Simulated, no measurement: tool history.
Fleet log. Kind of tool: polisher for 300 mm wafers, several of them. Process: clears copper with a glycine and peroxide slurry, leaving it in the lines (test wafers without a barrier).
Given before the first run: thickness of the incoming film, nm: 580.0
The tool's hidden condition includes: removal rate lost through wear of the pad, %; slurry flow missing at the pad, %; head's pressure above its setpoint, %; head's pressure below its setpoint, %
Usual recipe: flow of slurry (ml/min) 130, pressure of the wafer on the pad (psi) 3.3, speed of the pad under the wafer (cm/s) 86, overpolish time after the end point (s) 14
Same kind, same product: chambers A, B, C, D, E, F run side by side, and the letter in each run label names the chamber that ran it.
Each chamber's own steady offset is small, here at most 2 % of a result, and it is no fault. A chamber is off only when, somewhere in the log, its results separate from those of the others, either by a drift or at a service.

run     day  flow of slurry (ml/min)  pressure of the wafer on the pad (psi)  speed of the pad under the wafer (cm/s)  overpolish time after the end point (s)  wafers polished on this pad  hours since the slurry nozzle was cleaned  hours since the head pressure was calibrated  time until the end point was called (s)  dishing of a wide line in a test structure (Å)
      0.258  -- chamber E: worn pad replaced by a new one
 1F   0.300                      130                                     3.3                                       86                                       14                          681                                       33.3                                         136.1                                   88.400                                          623.06
 2A   0.538                      130                                     3.3                                       86                                       14                         1266                                      248.2                                         276.3                                   84.988                                          609.91
 3B   0.738                      130                                     3.3                                       86                                       14                          627                                      487.5                                         452.8                                   87.782                                          614.31
      0.767  -- chamber A: slurry nozzle cleaned
      0.829  -- chamber A: worn pad replaced by a new one
 4E   1.096                      130                                     3.3                                       86                                       14                          230                                      375.4                                         283.8                                   90.150                                          605.61
 5D   1.329                      130                                     3.3                                       86                                       14                         1060                                      284.4                                         729.2                                   85.497                                          627.65
      1.346  -- chamber C: worn pad replaced by a new one
      1.521  -- chamber B: worn pad replaced by a new one
 6C   1.646                      130                                     3.3                                       86                                       14                           83                                      190.1                                         165.5                                   88.139                                          606.18
      1.833  -- chamber C: slurry nozzle cleaned
 7F   1.979                      130                                     3.3                                       86                                       14                         1141                                       73.6                                         176.4                                   84.151                                          619.45
 8C   2.167                      130                                     3.3                                       86                                       14                          226                                        8.0                                         178.0                                   85.361                                          614.23
      2.283  -- chamber F: worn pad replaced by a new one
 9D   2.446                      130                                     3.3                                       86                                       14                         1366                                      311.2                                         756.0                                   87.020                                          611.69
      2.454  -- chamber E: worn pad replaced by a new one
      2.517  -- chamber D: worn pad replaced by a new one
10A   2.729                      130                                     3.3                                       86                                       14                          521                                       47.2                                         328.9                                   84.188                                          600.43
      2.954  -- chamber E: head pressure recalibrated
11B   2.958                      130                                     3.3                                       86                                       14                          394                                      540.8                                         506.1                                   85.514                                          606.11
12E   3.162                      130                                     3.3                                       86                                       14                          194                                      425.0                                           5.0                                   86.994                                          629.60
13E   3.433                      130                                     3.3                                       86                                       14                          268                                      431.5                                          11.5                                   89.285                                          618.70
14B   3.700                      130                                     3.3                                       86                                       14                          597                                      558.6                                         523.9                                   86.983                                          620.84
15A   3.912                      130                                     3.3                                       86                                       14                          845                                       75.6                                         357.3                                   85.867                                          612.65
16F   4.138                      130                                     3.3                                       86                                       14                          508                                      125.4                                         228.2                                   85.896                                          623.10
17C   4.425                      130                                     3.3                                       86                                       14                          845                                       62.2                                         232.2                                   85.223                                          623.35
      4.496  -- chamber B: worn pad replaced by a new one
      4.621  -- chamber E: worn pad replaced by a new one
18D   4.762                      130                                     3.3                                       86                                       14                          616                                      366.8                                         811.6                                   92.136                                          618.60
19D   5.021                      130                                     3.3                                       86                                       14                          687                                      373.0                                         817.8                                   89.423                                          599.13
      5.121  -- chamber C: worn pad replaced by a new one
      5.200  -- chamber A: worn pad replaced by a new one
20E   5.367                      130                                     3.3                                       86                                       14                          204                                      477.9                                          57.9                                   86.379                                          600.85
21B   5.679                      130                                     2.7                                      106                                       14                          325                                      606.1                                         571.4                                   86.849                                          599.76
22C   5.983                      130                                     2.7                                      106                                       14                          237                                       99.6                                         269.6                                   85.114                                          594.01
      6.008  -- chamber F: worn pad replaced by a new one
      6.104  -- chamber B: slurry nozzle cleaned
23A   6.204                      130                                     2.7                                      106                                       14                          276                                      130.6                                         412.3                                   86.116                                          603.86
24F   6.550                      130                                     2.7                                      106                                       14                          148                                      183.3                                         286.1                                   85.727                                          602.09
      6.646  -- chamber E: worn pad replaced by a new one
25E   6.867                      130                                     2.7                                      106                                       14                           61                                      513.9                                          93.9                                   85.931                                          609.93
      7.154  -- chamber B: worn pad replaced by a new one
26A   7.267                      130                                     2.7                                      106                                       14                          567                                      156.1                                         437.8                                   85.424                                          613.50
      7.458  -- chamber F: head pressure recalibrated
27C   7.671                      100                                     3.3                                       86                                       14                          699                                      140.1                                         310.1                                   90.672                                          591.08
28F   7.967                      100                                     3.3                                       86                                       14                          536                                      217.3                                          12.2                                   93.937                                          574.04
      8.038  -- chamber D: worn pad replaced by a new one
      8.288  -- chamber C: worn pad replaced by a new one
29D   8.396                      100                                     3.3                                       86                                       14                           98                                      454.0                                         898.8                                   98.838                                          537.37
30B   8.704                      100                                     3.3                                       86                                       14                          425                                       62.5                                         644.0                                   90.375                                          580.47
31D   8.929                      100                                     3.3                                       86                                       14                          244                                      466.8                                         911.6                                  100.310                                          531.38
      8.979  -- chamber E: worn pad replaced by a new one
      9.067  -- chamber F: slurry nozzle cleaned
32E   9.254                      100                                     3.3                                       86                                       14                           76                                      571.2                                         151.2                                   94.117                                          577.01
33F   9.671                      130                                     3.3                                       86                                       14                         1004                                       14.6                                          53.1                                   87.536                                          599.41
34C   9.942                      130                                     3.3                                       86                                       14                          453                                      194.6                                         364.6                                   87.702                                          610.30
      9.962  -- chamber B: worn pad replaced by a new one
     10.175  -- chamber A: worn pad replaced by a new one
35A  10.233                      130                                     3.3                                       86                                       14                           16                                      227.3                                         509.0                                   85.454                                          624.34
36B  10.596                      130                                     3.3                                       86                                       14                          174                                      107.9                                         689.4                                   84.254                                          618.99

Which is it: a chamber that has drifted or been left off by a service, a gauge drift common to all chambers, or only each chamber's usual small offset? If a chamber is off, name it and its likeliest cause.

One chamber, D, drifts off from the rest bit by bit.
Cause: slurry flow missing at the pad, % = 38.4.
With only this log, it may be confused with: head's pressure below its setpoint, %.

Chamber D could run next with any of the 4 candidate recipes listed below; each alters the usual settings, and their results appear as question marks. Which one brings its results back in line with what the other chambers deliver on the usual settings?
In line here means within this much of the mean the other chambers give on the usual settings: time until the end point was called (s) 4.900; dishing of a wide line in a test structure (Å) 32.00
37D-1  10.908                      135                                     3.5                                       92                                       14                                                                                                                                                              ?                                               ?
37D-2  10.908                      135                                     3.8                                       98                                       14                                                                                                                                                              ?                                               ?
37D-3  10.908                      125                                     3.1                                       80                                       14                                                                                                                                                              ?                                               ?
37D-4  10.908                      125                                     2.9                                       76                                       14                                                                                                                                                              ?                                               ?

Usual-settings mean across the other chambers: time until the end point was called (s) 86.728; dishing of a wide line in a test structure (Å) 613.42
  run  time until the end point was called (s)  dishing of a wide line in a test structure (Å)
37D-1                                   87.036                                          608.71
37D-2                                   76.906                                          673.89
37D-3                                  110.530                                          498.26
37D-4                                  121.390                                          459.43
37D-1 brings the chamber back in line.
